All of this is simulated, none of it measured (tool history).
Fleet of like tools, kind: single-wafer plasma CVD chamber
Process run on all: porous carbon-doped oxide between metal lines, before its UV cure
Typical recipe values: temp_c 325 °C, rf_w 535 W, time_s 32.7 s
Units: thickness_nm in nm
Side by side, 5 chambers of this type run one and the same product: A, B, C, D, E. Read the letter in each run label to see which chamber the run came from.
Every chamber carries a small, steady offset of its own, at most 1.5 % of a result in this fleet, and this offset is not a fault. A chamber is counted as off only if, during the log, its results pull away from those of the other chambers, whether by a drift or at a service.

| run | day | temp_c | rf_w | time_s | read-back reference wafer on the same gauge, thickness_nm | thickness_nm |
|---|---|---|---|---|---|---|
| 1C | 0.162 | 325 | 535 | 32.7 | 190 | 163.15 |
| 2B | 0.408 | 325 | 535 | 32.7 | 189.92 | 161.58 |
| 3E | 0.667 | 325 | 535 | 32.7 | 189.88 | 162.38 |
| 4D | 0.95 | 325 | 535 | 32.7 | 189.9 | 161.32 |
| 5A | 1.279 | 325 | 600 | 29 | 189.89 | 154.47 |
| 6A | 1.592 | 325 | 600 | 29 | 189.89 | 154.1 |
| 7B | 1.825 | 325 | 600 | 29 | 189.88 | 155 |
| 8C | 1.992 | 325 | 600 | 29 | 189.84 | 156.88 |
| 9D | 2.192 | 325 | 600 | 29 | 189.73 | 154.95 |
| 10E | 2.429 | 325 | 535 | 32.7 | 189.77 | 161.89 |
| 11E | 2.583 | 318 | 580 | 32.7 | 189.7 | 177.23 |
| 12C | 2.833 | 318 | 580 | 32.7 | 189.75 | 177.73 |
| 13B | 3.108 | 318 | 580 | 32.7 | 189.7 | 176 |
| 14A | 3.275 | 318 | 580 | 32.7 | 189.63 | 175.75 |
| 15D | 3.504 | 318 | 580 | 32.7 | 189.64 | 176.35 |
| 16C | 3.667 | 325 | 535 | 32.7 | 189.58 | 163.38 |
| 17B | 3.917 | 325 | 535 | 32.7 | 189.62 | 161.31 |
| 18E | 4.162 | 325 | 535 | 32.7 | 189.55 | 162.04 |
| 19D | 4.467 | 325 | 500 | 32.7 | 189.57 | 154.02 |
| 20A | 4.762 | 325 | 500 | 32.7 | 189.46 | 153.57 |
| 21A | 5.021 | 325 | 500 | 32.7 | 189.46 | 153.53 |
| 22B | 5.258 | 325 | 500 | 32.7 | 189.45 | 154.33 |
| 23D | 5.5 | 325 | 500 | 32.7 | 189.48 | 154.28 |
| 24E | 5.808 | 325 | 535 | 32.7 | 189.47 | 161.98 |
| 25C | 6.092 | 325 | 535 | 32.7 | 189.37 | 162.84 |
| 26E | 6.388 | 325 | 535 | 32.7 | 189.33 | 161.37 |
| 27C | 6.55 | 325 | 535 | 32.7 | 189.35 | 163.32 |
| 28B | 6.783 | 325 | 495 | 28.7 | 189.24 | 134.91 |
| 29A | 7.117 | 325 | 495 | 28.7 | 189.26 | 134.39 |
| 30D | 7.35 | 325 | 495 | 28.7 | 189.25 | 134.73 |
|  | 7.45 | chamber B: RF generator calibrated |
| 31B | 7.55 | 325 | 495 | 28.7 | 189.23 | 134.76 |
| 32A | 7.812 | 325 | 495 | 28.7 | 189.18 | 134.3 |
| 33D | 8.004 | 325 | 535 | 32.7 | 189.22 | 160.72 |
| 34C | 8.317 | 325 | 535 | 32.7 | 189.12 | 162.64 |
| 35E | 8.483 | 325 | 535 | 32.7 | 189.15 | 161.37 |
| 36B | 8.758 | 325 | 535 | 32.7 | 189.13 | 160.67 |
| 37A | 9.046 | 325 | 535 | 32.7 | 189.07 | 160.29 |
| 38E | 9.262 | 325 | 535 | 32.7 | 189 | 161.46 |

Which is it: a chamber that has drifted or been left off by a service, a gauge drift common to all chambers, or only each chamber's usual small offset? If a chamber is off, name it and its likeliest cause.

Gauge drift. The chambers move together only on paper, and none stands off.
Likeliest cause: gauge reads low (%) = 0.511.
